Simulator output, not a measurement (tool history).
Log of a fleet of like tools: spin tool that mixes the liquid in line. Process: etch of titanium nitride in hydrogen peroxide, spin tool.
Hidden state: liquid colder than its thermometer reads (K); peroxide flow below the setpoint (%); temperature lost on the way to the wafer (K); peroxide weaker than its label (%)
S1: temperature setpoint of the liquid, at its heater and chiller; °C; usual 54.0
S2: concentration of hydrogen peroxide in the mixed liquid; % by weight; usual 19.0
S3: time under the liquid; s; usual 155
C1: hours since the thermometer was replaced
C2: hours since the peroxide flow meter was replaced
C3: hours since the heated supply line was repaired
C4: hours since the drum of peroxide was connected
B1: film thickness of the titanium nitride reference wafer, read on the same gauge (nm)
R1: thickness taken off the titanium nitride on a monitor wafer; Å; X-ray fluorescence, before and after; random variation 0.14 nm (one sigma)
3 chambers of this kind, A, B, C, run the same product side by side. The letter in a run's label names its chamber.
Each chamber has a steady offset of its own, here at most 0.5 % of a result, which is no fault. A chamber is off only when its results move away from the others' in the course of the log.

| run | hour | S1 | S2 | S3 | C1 | C2 | C3 | C4 | B1 | R1 |
|---|---|---|---|---|---|---|---|---|---|---|
| 1B | 3.1 | 54.0 | 19.0 | 155 | 2173.6 | 618.9 | 3118.6 | 280.0 | 39.989 | 167.60 |
| 2C | 7.7 | 54.0 | 19.0 | 155 | 80.7 | 784.8 | 714.6 | 115.1 | 39.999 | 168.88 |
| 3A | 10.2 | 54.0 | 19.0 | 155 | 364.1 | 1515.9 | 1601.1 | 417.9 | 39.996 | 166.84 |
| 4A | 13.7 | 54.0 | 19.0 | 155 | 367.6 | 1519.4 | 1604.6 | 421.4 | 39.990 | 168.52 |
| 5B | 18.2 | 54.0 | 19.0 | 155 | 2188.7 | 634.0 | 3133.7 | 295.1 | 40.017 | 167.32 |
| 6C | 21.5 | 54.0 | 19.0 | 155 | 94.5 | 798.6 | 728.4 | 128.9 | 40.016 | 166.34 |
| 7B | 25.0 | 54.0 | 19.0 | 155 | 2195.5 | 640.8 | 3140.5 | 301.9 | 39.993 | 170.85 |
| 8A | 29.1 | 54.0 | 19.0 | 155 | 383.0 | 1534.8 | 1620.0 | 436.8 | 40.003 | 169.91 |
| 9C | 33.7 | 54.0 | 19.0 | 155 | 106.7 | 810.8 | 740.6 | 141.1 | 40.010 | 168.03 |
|  | 34.8 | chamber C: heated supply line repaired |
| 10B | 37.5 | 54.0 | 19.0 | 155 | 2208.0 | 653.3 | 3153.0 | 314.4 | 39.987 | 169.18 |
| 11C | 39.7 | 54.0 | 19.0 | 155 | 112.7 | 816.8 | 4.9 | 147.1 | 39.993 | 170.18 |
| 12A | 41.9 | 62.0 | 23.0 | 155 | 395.8 | 1547.6 | 1632.8 | 449.6 | 40.011 | 301.16 |
| 13B | 46.4 | 62.0 | 23.0 | 155 | 2216.9 | 662.2 | 3161.9 | 323.3 | 40.018 | 305.38 |
| 14C | 49.1 | 62.0 | 23.0 | 155 | 122.1 | 826.2 | 14.3 | 156.5 | 39.996 | 302.60 |
|  | 50.8 | chamber B: thermometer replaced |
| 15A | 51.4 | 54.0 | 19.0 | 155 | 405.3 | 1557.1 | 1642.3 | 459.1 | 40.003 | 164.93 |
| 16C | 53.6 | 54.0 | 13.5 | 155 | 126.6 | 830.7 | 18.8 | 161.0 | 39.978 | 155.86 |
| 17B | 57.1 | 54.0 | 13.5 | 155 | 6.4 | 672.9 | 3172.6 | 334.0 | 39.997 | 157.85 |
| 18A | 60.8 | 54.0 | 13.5 | 155 | 414.7 | 1566.5 | 1651.7 | 468.5 | 39.988 | 157.09 |
| 19B | 63.1 | 62.5 | 19.0 | 155 | 12.4 | 678.9 | 3178.6 | 340.0 | 40.004 | 303.57 |
| 20C | 67.5 | 62.5 | 19.0 | 155 | 140.5 | 844.6 | 32.7 | 174.9 | 40.010 | 300.38 |
| 21A | 71.6 | 62.5 | 19.0 | 155 | 425.5 | 1577.3 | 1662.5 | 479.3 | 39.987 | 300.67 |
| 22C | 75.8 | 54.0 | 19.0 | 155 | 148.8 | 852.9 | 41.0 | 183.2 | 40.003 | 170.06 |
| 23B | 78.9 | 54.0 | 19.0 | 155 | 28.2 | 694.7 | 3194.4 | 355.8 | 39.994 | 167.58 |
| 24A | 81.9 | 54.0 | 19.0 | 155 | 435.8 | 1587.6 | 1672.8 | 489.6 | 40.005 | 168.49 |
| 25B | 84.6 | 54.0 | 19.0 | 155 | 33.9 | 700.4 | 3200.1 | 361.5 | 39.989 | 171.98 |
| 26A | 88.7 | 54.0 | 21.5 | 155 | 442.6 | 1594.4 | 1679.6 | 496.4 | 39.977 | 173.26 |
| 27C | 91.2 | 54.0 | 21.5 | 155 | 164.2 | 868.3 | 56.4 | 198.6 | 39.995 | 173.76 |
| 28A | 95.5 | 54.0 | 21.5 | 155 | 449.4 | 1601.2 | 1686.4 | 503.2 | 40.017 | 170.44 |
| 29B | 99.8 | 54.0 | 19.0 | 155 | 49.1 | 715.6 | 3215.3 | 376.7 | 39.999 | 168.22 |
| 30C | 103.2 | 63.5 | 16.5 | 155 | 176.2 | 880.3 | 68.4 | 210.6 | 40.023 | 309.13 |
| 31B | 107.6 | 63.5 | 16.5 | 155 | 56.9 | 723.4 | 3223.1 | 384.5 | 39.992 | 313.47 |
| 32A | 110.9 | 63.5 | 16.5 | 155 | 464.8 | 1616.6 | 1701.8 | 518.6 | 40.002 | 310.14 |
| 33C | 113.3 | 54.0 | 19.0 | 155 | 186.3 | 890.4 | 78.5 | 220.7 | 40.008 | 167.43 |
| 34B | 116.8 | 54.0 | 19.0 | 155 | 66.1 | 732.6 | 3232.3 | 393.7 | 40.017 | 171.56 |

All 3 chambers run these settings next. Forecast each chamber's results:
| 35A | 120.2 | 54.0 | 19.0 | 155 |  |  |  |  |  | ? |
| 35B | 120.2 | 54.0 | 19.0 | 155 |  |  |  |  |  | ? |
| 35C | 120.2 | 54.0 | 19.0 | 155 |  |  |  |  |  | ? |

| run | R1 |
|---|---|
| 35A | 170.85 |
| 35B | 166.75 |
| 35C | 167.62 |

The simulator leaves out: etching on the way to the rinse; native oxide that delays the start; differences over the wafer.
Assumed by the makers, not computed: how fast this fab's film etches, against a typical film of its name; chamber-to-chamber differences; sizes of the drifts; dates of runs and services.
